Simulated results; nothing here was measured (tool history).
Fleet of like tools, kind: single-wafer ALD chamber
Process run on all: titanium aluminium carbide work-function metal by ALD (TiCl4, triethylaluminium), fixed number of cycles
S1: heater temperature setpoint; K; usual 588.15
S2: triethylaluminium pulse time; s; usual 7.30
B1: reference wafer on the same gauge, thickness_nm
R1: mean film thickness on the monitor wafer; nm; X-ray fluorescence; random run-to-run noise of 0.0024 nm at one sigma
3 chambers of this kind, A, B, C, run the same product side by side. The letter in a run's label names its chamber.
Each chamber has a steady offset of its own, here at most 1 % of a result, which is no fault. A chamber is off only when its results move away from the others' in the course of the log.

run   hour      S1    S2      B1      R1
 1B    6.5  588.15  7.30  1.7407  2.0357
 2A   13.1  588.15  7.30  1.7401  2.0138
 3C   19.0  588.15  7.30  1.7407  2.0307
 4A   30.2  588.15  7.30  1.7413  2.0144
 5B   39.3  588.15  7.30  1.7418  2.0344
 6C   46.2  588.15  7.30  1.7418  2.0346
 7A   53.5  588.15  7.30  1.7423  2.0175
 8B   65.2  588.15  7.30  1.7430  2.0374
 9C   77.1  588.15  7.30  1.7436  2.0301
10C   86.8  588.15  7.30  1.7436  2.0317
11B   98.3  588.15  7.30  1.7438  2.0357
12A  105.6  588.15  7.30  1.7444  2.0215
13B  118.4  588.15  7.30  1.7452  2.0369
14A  127.3  588.15  7.30  1.7456  2.0165
15C  137.1  588.15  7.30  1.7463  2.0372
16A  145.6  599.15  8.51  1.7466  2.1742
17C  152.2  599.15  8.51  1.7468  2.1988
18B  163.8  599.15  8.51  1.7474  2.2001
19A  171.5  588.15  7.30  1.7473  2.0229
20B  180.8  588.15  7.30  1.7474  2.0434
21C  186.7  588.15  7.30  1.7481  2.0449

Predict what each chamber gives when all 3 of them run the settings below next.
22A  196.0  588.15  7.30       ?
22B  196.0  588.15  7.30       ?
22C  196.0  588.15  7.30       ?

run      R1
22A  2.0226
22B  2.0430
22C  2.0389
